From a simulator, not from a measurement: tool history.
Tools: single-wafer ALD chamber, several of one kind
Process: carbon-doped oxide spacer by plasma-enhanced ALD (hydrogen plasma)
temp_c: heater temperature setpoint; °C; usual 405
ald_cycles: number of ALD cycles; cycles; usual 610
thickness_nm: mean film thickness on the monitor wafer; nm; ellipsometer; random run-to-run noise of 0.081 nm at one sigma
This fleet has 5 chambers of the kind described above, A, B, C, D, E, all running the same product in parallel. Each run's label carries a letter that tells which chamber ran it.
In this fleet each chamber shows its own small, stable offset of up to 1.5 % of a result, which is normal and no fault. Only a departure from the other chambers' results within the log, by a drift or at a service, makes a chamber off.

run,hour,temp_c,ald_cycles,hours since the last thermocouple change,"read-back reference wafer on the same gauge, thickness_nm",thickness_nm
1B,3.9,405,610,2292.2,30.394,29.961
2D,6.1,405,610,398.7,30.389,30.198
3A,10.3,405,610,217.2,30.398,30.418
4E,12.6,405,610,815.7,30.424,29.993
5C,16.5,416,565,937.2,30.406,26.921
6C,20.9,416,565,941.6,30.400,26.861
7A,23.7,416,565,230.6,30.406,27.281
8D,27.9,416,565,420.5,30.398,26.809
9E,30.3,416,565,833.4,30.414,26.866
10B,32.3,405,518,2320.6,30.397,25.405
11A,35.7,405,518,242.6,30.395,25.833
12D,38.5,405,518,431.1,30.411,25.433
13E,42.1,405,518,845.2,30.410,25.529
14B,44.2,405,518,2332.5,30.394,25.330
15C,47.2,405,610,967.9,30.398,29.945
16A,50.1,405,610,257.0,30.412,30.462
17E,52.5,405,610,855.6,30.402,30.059
18D,56.6,405,610,449.2,30.397,30.172
19B,59.1,405,610,2347.4,30.416,30.035
20C,62.5,405,501,983.2,30.389,24.627
21D,66.8,405,501,459.4,30.396,24.686
22C,68.8,405,501,989.5,30.380,24.578
23E,72.2,405,501,875.3,30.386,24.712
24A,76.5,405,501,283.4,30.409,24.868
25B,79.0,414,610,2367.3,30.385,29.074
26D,82.7,414,610,475.3,30.396,29.186
27E,85.8,414,610,888.9,30.423,29.100
28C,90.1,414,610,1010.8,30.410,29.132
29A,93.5,414,610,300.4,30.416,29.582
30B,97.4,405,610,2385.7,30.428,30.134
31D,100.1,405,610,492.7,30.394,30.090
32E,104.6,405,610,907.7,30.406,30.091
33A,107.4,405,610,314.3,30.417,30.328
34B,110.6,415,650,2398.9,30.385,30.885
35C,113.4,415,650,1034.1,30.411,30.968
36A,116.8,415,650,323.7,30.399,31.406
37E,120.8,415,650,923.9,30.400,30.865
38C,125.3,415,650,1046.0,30.404,30.876
39B,128.1,405,610,2416.4,30.391,29.980
40D,132.4,405,610,525.0,30.385,30.166
41D,136.1,405,610,528.7,30.395,30.046

All chambers now run identical settings, listed one chamber a line with results as question marks. What results will each chamber show?
42A,139.4,405,610,,,?
42B,139.4,405,610,,,?
42C,139.4,405,610,,,?
42D,139.4,405,610,,,?
42E,139.4,405,610,,,?

run,thickness_nm
42A,30.413
42B,29.716
42C,30.061
42D,29.920
42E,29.989
